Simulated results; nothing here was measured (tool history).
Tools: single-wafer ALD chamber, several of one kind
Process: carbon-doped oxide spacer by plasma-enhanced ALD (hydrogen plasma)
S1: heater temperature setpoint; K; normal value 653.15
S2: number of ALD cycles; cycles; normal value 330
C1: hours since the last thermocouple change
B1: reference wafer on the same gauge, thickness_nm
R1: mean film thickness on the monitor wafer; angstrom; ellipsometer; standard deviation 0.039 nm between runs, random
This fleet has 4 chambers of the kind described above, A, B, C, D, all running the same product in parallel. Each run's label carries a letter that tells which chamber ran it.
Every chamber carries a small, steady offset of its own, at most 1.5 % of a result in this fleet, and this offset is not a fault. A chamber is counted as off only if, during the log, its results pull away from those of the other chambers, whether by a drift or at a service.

{"run": "1C", "hour": 6.8, "S1": 653.15, "S2": 330, "C1": 323.8, "B1": 13.199, "R1": 165.68}
{"run": "2D", "hour": 18.6, "S1": 653.15, "S2": 330, "C1": 1598, "B1": 13.209, "R1": 166.79}
{"run": "3A", "hour": 24.3, "S1": 653.15, "S2": 330, "C1": 2225.9, "B1": 13.201, "R1": 165.51}
{"run": "4B", "hour": 36.2, "S1": 653.15, "S2": 330, "C1": 346.4, "B1": 13.2, "R1": 166.39}
{"run": "5B", "hour": 43.7, "S1": 653.15, "S2": 330, "C1": 353.9, "B1": 13.194, "R1": 165.53}
{"run": "6A", "hour": 51.5, "S1": 661.15, "S2": 330, "C1": 2253.1, "B1": 13.198, "R1": 165.74}
{"run": "7D", "hour": 61.8, "S1": 661.15, "S2": 330, "C1": 1641.2, "B1": 13.198, "R1": 166.79}
{"run": "8C", "hour": 71.4, "S1": 661.15, "S2": 330, "C1": 388.4, "B1": 13.205, "R1": 165.91}
{"run": "9D", "hour": 77.8, "S1": 661.15, "S2": 330, "C1": 1657.2, "B1": 13.196, "R1": 166.21}
{"run": "10A", "hour": 87.0, "S1": 653.15, "S2": 330, "C1": 2288.6, "B1": 13.195, "R1": 165.29}
{"run": "11B", "hour": 97.4, "S1": 653.15, "S2": 330, "C1": 407.6, "B1": 13.198, "R1": 166.43}
{"run": "12C", "hour": 106.8, "S1": 653.15, "S2": 330, "C1": 423.8, "B1": 13.205, "R1": 165.52}
{"run": "13D", "hour": 113.6, "S1": 653.15, "S2": 330, "C1": 1693, "B1": 13.193, "R1": 166.83}
{"run": "14A", "hour": 121.6, "S1": 653.15, "S2": 295, "C1": 2323.2, "B1": 13.191, "R1": 148.1}
{"run": "15B", "hour": 131.6, "S1": 653.15, "S2": 295, "C1": 441.8, "B1": 13.199, "R1": 148.82}
{"run": "16C", "hour": 137.8, "S1": 653.15, "S2": 295, "C1": 454.8, "B1": 13.206, "R1": 148.09}
{"run": "17D", "hour": 143.3, "S1": 653.15, "S2": 295, "C1": 1722.7, "B1": 13.196, "R1": 149.18}
{"run": "18C", "hour": 150.4, "S1": 653.15, "S2": 330, "C1": 467.4, "B1": 13.205, "R1": 165.74}
{"run": "19B", "hour": 161.2, "S1": 653.15, "S2": 330, "C1": 471.4, "B1": 13.202, "R1": 166.48}
{"run": "20A", "hour": 169.7, "S1": 653.15, "S2": 330, "C1": 2371.3, "B1": 13.199, "R1": 165.85}
{"run": "21A", "hour": 180.9, "S1": 653.15, "S2": 330, "C1": 2382.5, "B1": 13.205, "R1": 165.54}
{"run": "22D", "hour": 189.1, "S1": 653.15, "S2": 330, "C1": 1768.5, "B1": 13.209, "R1": 166.62}
{"run": "23B", "hour": 196.7, "S1": 653.15, "S2": 330, "C1": 506.9, "B1": 13.194, "R1": 166.32}
{"run": "24C", "hour": 202.5, "S1": 653.15, "S2": 330, "C1": 519.5, "B1": 13.192, "R1": 165.06}
{"run": "25A", "hour": 210.9, "S1": 653.15, "S2": 330, "C1": 2412.5, "B1": 13.205, "R1": 165.86}

Decide between three cases: one chamber stands off from its peers, the gauge reading all wafers drifts, or nothing is wrong past each chamber's small offset. Where a chamber is off, say which and what most likely put it there.

No chamber is off and the gauge is stable; the differences are just each chamber's small, constant offset.

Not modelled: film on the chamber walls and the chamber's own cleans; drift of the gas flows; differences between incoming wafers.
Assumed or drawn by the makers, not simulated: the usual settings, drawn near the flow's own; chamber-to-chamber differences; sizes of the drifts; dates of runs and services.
